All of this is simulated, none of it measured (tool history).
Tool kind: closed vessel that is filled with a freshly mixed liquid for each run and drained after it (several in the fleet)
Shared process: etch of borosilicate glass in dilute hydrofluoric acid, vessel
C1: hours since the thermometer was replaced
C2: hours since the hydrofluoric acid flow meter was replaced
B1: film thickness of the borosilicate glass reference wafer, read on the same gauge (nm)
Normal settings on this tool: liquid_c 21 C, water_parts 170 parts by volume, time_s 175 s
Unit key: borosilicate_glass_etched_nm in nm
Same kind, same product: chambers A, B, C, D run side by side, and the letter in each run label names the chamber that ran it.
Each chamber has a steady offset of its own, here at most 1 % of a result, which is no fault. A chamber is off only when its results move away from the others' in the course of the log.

{"run": "1D", "hour": 11.9, "liquid_c": 21, "water_parts": 170, "time_s": 175, "C1": 784, "C2": 783.1, "B1": 30.004, "borosilicate_glass_etched_nm": 31.74}
{"run": "2A", "hour": 20.9, "liquid_c": 21, "water_parts": 170, "time_s": 175, "C1": 963.6, "C2": 178.2, "B1": 29.984, "borosilicate_glass_etched_nm": 32.067}
{"run": "3C", "hour": 33.7, "liquid_c": 21, "water_parts": 170, "time_s": 175, "C1": 755.9, "C2": 836.1, "B1": 30.003, "borosilicate_glass_etched_nm": 32.061}
{"run": "4B", "hour": 44.0, "liquid_c": 21, "water_parts": 170, "time_s": 175, "C1": 383.8, "C2": 1631.8, "B1": 29.985, "borosilicate_glass_etched_nm": 31.741}
{"run": "5C", "hour": 55.9, "liquid_c": 21, "water_parts": 170, "time_s": 175, "C1": 778.1, "C2": 858.3, "B1": 30.032, "borosilicate_glass_etched_nm": 32.541}
{"run": "6A", "hour": 63.6, "liquid_c": 21, "water_parts": 170, "time_s": 175, "C1": 1006.3, "C2": 220.9, "B1": 29.995, "borosilicate_glass_etched_nm": 31.895}
{"run": "7B", "hour": 70.1, "liquid_c": 21, "water_parts": 170, "time_s": 175, "C1": 409.9, "C2": 1657.9, "B1": 30.016, "borosilicate_glass_etched_nm": 31.97}
{"run": "8D", "hour": 78.6, "liquid_c": 21, "water_parts": 170, "time_s": 175, "C1": 850.7, "C2": 849.8, "B1": 29.969, "borosilicate_glass_etched_nm": 31.845}
{"run": "9A", "hour": 88.2, "liquid_c": 21, "water_parts": 170, "time_s": 175, "C1": 1030.9, "C2": 245.5, "B1": 30.023, "borosilicate_glass_etched_nm": 31.807}
{"run": "10B", "hour": 98.6, "liquid_c": 21, "water_parts": 170, "time_s": 175, "C1": 438.4, "C2": 1686.4, "B1": 30.005, "borosilicate_glass_etched_nm": 31.483}
{"run": "11C", "hour": 108.8, "liquid_c": 21, "water_parts": 170, "time_s": 175, "C1": 831, "C2": 911.2, "B1": 29.981, "borosilicate_glass_etched_nm": 32.247}
{"hour": 114.5, "done": "chamber B: hydrofluoric acid flow meter replaced"}
{"run": "12D", "hour": 118.6, "liquid_c": 21, "water_parts": 170, "time_s": 175, "C1": 890.7, "C2": 889.8, "B1": 29.979, "borosilicate_glass_etched_nm": 32.072}
{"run": "13B", "hour": 129.1, "liquid_c": 21, "water_parts": 235, "time_s": 250, "C1": 468.9, "C2": 14.6, "B1": 29.995, "borosilicate_glass_etched_nm": 30.587}
{"run": "14D", "hour": 139.3, "liquid_c": 21, "water_parts": 235, "time_s": 250, "C1": 911.4, "C2": 910.5, "B1": 29.999, "borosilicate_glass_etched_nm": 30.912}
{"run": "15C", "hour": 146.6, "liquid_c": 21, "water_parts": 235, "time_s": 250, "C1": 868.8, "C2": 949, "B1": 30.016, "borosilicate_glass_etched_nm": 31.19}
{"run": "16A", "hour": 158.5, "liquid_c": 21, "water_parts": 235, "time_s": 250, "C1": 1101.2, "C2": 315.8, "B1": 30.008, "borosilicate_glass_etched_nm": 30.99}
{"run": "17D", "hour": 167.7, "liquid_c": 24.5, "water_parts": 170, "time_s": 230, "C1": 939.8, "C2": 938.9, "B1": 30.006, "borosilicate_glass_etched_nm": 48.252}
{"run": "18A", "hour": 174.2, "liquid_c": 24.5, "water_parts": 170, "time_s": 230, "C1": 1116.9, "C2": 331.5, "B1": 29.975, "borosilicate_glass_etched_nm": 48.035}
{"hour": 174.8, "done": "chamber D: thermometer replaced"}
{"run": "19C", "hour": 181.7, "liquid_c": 24.5, "water_parts": 170, "time_s": 230, "C1": 903.9, "C2": 984.1, "B1": 30.032, "borosilicate_glass_etched_nm": 47.919}
{"run": "20B", "hour": 194.1, "liquid_c": 24.5, "water_parts": 170, "time_s": 230, "C1": 533.9, "C2": 79.6, "B1": 30.001, "borosilicate_glass_etched_nm": 47.664}
{"run": "21C", "hour": 206.7, "liquid_c": 21, "water_parts": 170, "time_s": 175, "C1": 928.9, "C2": 1009.1, "B1": 29.999, "borosilicate_glass_etched_nm": 32.058}
{"run": "22A", "hour": 216.7, "liquid_c": 21, "water_parts": 170, "time_s": 175, "C1": 1159.4, "C2": 374, "B1": 29.999, "borosilicate_glass_etched_nm": 32.102}
{"run": "23D", "hour": 225.6, "liquid_c": 21, "water_parts": 170, "time_s": 175, "C1": 50.8, "C2": 996.8, "B1": 30.003, "borosilicate_glass_etched_nm": 32.742}
{"run": "24B", "hour": 237.2, "liquid_c": 21, "water_parts": 170, "time_s": 175, "C1": 577, "C2": 122.7, "B1": 30.02, "borosilicate_glass_etched_nm": 31.36}
{"run": "25C", "hour": 245.1, "liquid_c": 21, "water_parts": 170, "time_s": 175, "C1": 967.3, "C2": 1047.5, "B1": 29.979, "borosilicate_glass_etched_nm": 31.775}
{"run": "26B", "hour": 256.4, "liquid_c": 21, "water_parts": 170, "time_s": 175, "C1": 596.2, "C2": 141.9, "B1": 30.032, "borosilicate_glass_etched_nm": 31.632}
{"run": "27A", "hour": 268.7, "liquid_c": 21, "water_parts": 200, "time_s": 265, "C1": 1211.4, "C2": 426, "B1": 30.001, "borosilicate_glass_etched_nm": 39.823}
{"run": "28D", "hour": 274.6, "liquid_c": 21, "water_parts": 200, "time_s": 265, "C1": 99.8, "C2": 1045.8, "B1": 30.008, "borosilicate_glass_etched_nm": 41.527}
{"run": "29C", "hour": 287.0, "liquid_c": 21, "water_parts": 200, "time_s": 265, "C1": 1009.2, "C2": 1089.4, "B1": 29.994, "borosilicate_glass_etched_nm": 40.266}
{"run": "30D", "hour": 292.6, "liquid_c": 21, "water_parts": 200, "time_s": 265, "C1": 117.8, "C2": 1063.8, "B1": 30.018, "borosilicate_glass_etched_nm": 41.767}
{"run": "31A", "hour": 300.1, "liquid_c": 21, "water_parts": 170, "time_s": 175, "C1": 1242.8, "C2": 457.4, "B1": 30.016, "borosilicate_glass_etched_nm": 32.198}
{"run": "32B", "hour": 309.6, "liquid_c": 21, "water_parts": 170, "time_s": 175, "C1": 649.4, "C2": 195.1, "B1": 30.002, "borosilicate_glass_etched_nm": 31.386}
{"run": "33D", "hour": 321.6, "liquid_c": 21, "water_parts": 170, "time_s": 175, "C1": 146.8, "C2": 1092.8, "B1": 29.989, "borosilicate_glass_etched_nm": 33.7}
{"run": "34C", "hour": 334.5, "liquid_c": 21, "water_parts": 170, "time_s": 175, "C1": 1056.7, "C2": 1136.9, "B1": 29.984, "borosilicate_glass_etched_nm": 32.474}
{"run": "35A", "hour": 342.1, "liquid_c": 21, "water_parts": 170, "time_s": 175, "C1": 1284.8, "C2": 499.4, "B1": 30.021, "borosilicate_glass_etched_nm": 32.233}
{"run": "36B", "hour": 347.9, "liquid_c": 21, "water_parts": 170, "time_s": 175, "C1": 687.7, "C2": 233.4, "B1": 30.01, "borosilicate_glass_etched_nm": 31.837}
{"run": "37B", "hour": 355.3, "liquid_c": 21, "water_parts": 170, "time_s": 175, "C1": 695.1, "C2": 240.8, "B1": 29.985, "borosilicate_glass_etched_nm": 31.561}
{"run": "38A", "hour": 363.7, "liquid_c": 21, "water_parts": 170, "time_s": 175, "C1": 1306.4, "C2": 521, "B1": 30.001, "borosilicate_glass_etched_nm": 31.838}
{"run": "39D", "hour": 375.9, "liquid_c": 21, "water_parts": 105, "time_s": 175, "C1": 201.1, "C2": 1147.1, "B1": 30.044, "borosilicate_glass_etched_nm": 59.428}
{"run": "40C", "hour": 385.6, "liquid_c": 21, "water_parts": 105, "time_s": 175, "C1": 1107.8, "C2": 1188, "B1": 29.979, "borosilicate_glass_etched_nm": 56.294}
{"run": "41B", "hour": 396.7, "liquid_c": 21, "water_parts": 105, "time_s": 175, "C1": 736.5, "C2": 282.2, "B1": 29.991, "borosilicate_glass_etched_nm": 55.661}
{"run": "42D", "hour": 403.9, "liquid_c": 21, "water_parts": 105, "time_s": 175, "C1": 229.1, "C2": 1175.1, "B1": 30.028, "borosilicate_glass_etched_nm": 59.12}

Is one chamber out of step, is the gauge drifting, or do the chambers differ by no more than their own small offsets? For an off chamber, give its letter and the likeliest cause.

One chamber, D, drifts off from the rest bit by bit.
Most likely cause: hydrofluoric acid flow above the setpoint (%) = 6.79.

Below are 4 candidate recipes for chamber D's next run, each the usual settings with a change, their results shown as question marks. Which of them brings D's results back in line with what the other chambers give on the usual settings?
In-line tolerance around the mean of the other chambers on the usual settings: borosilicate_glass_etched_nm 0.7 nm
{"run": "43D-1", "hour": 413.2, "liquid_c": 21, "water_parts": 170, "time_s": 170, "borosilicate_glass_etched_nm": "?"}
{"run": "43D-2", "hour": 413.2, "liquid_c": 21, "water_parts": 180, "time_s": 175, "borosilicate_glass_etched_nm": "?"}
{"run": "43D-3", "hour": 413.2, "liquid_c": 21, "water_parts": 165, "time_s": 175, "borosilicate_glass_etched_nm": "?"}
{"run": "43D-4", "hour": 413.2, "liquid_c": 21, "water_parts": 170, "time_s": 190, "borosilicate_glass_etched_nm": "?"}

What the other chambers average on the usual settings: borosilicate_glass_etched_nm 31.964 nm
run=43D-1 borosilicate_glass_etched_nm=33.38
run=43D-2 borosilicate_glass_etched_nm=32.128
run=43D-3 borosilicate_glass_etched_nm=35.586
run=43D-4 borosilicate_glass_etched_nm=37.307
The right change is 43D-2: it brings the chamber back within the allowed miss of the others.
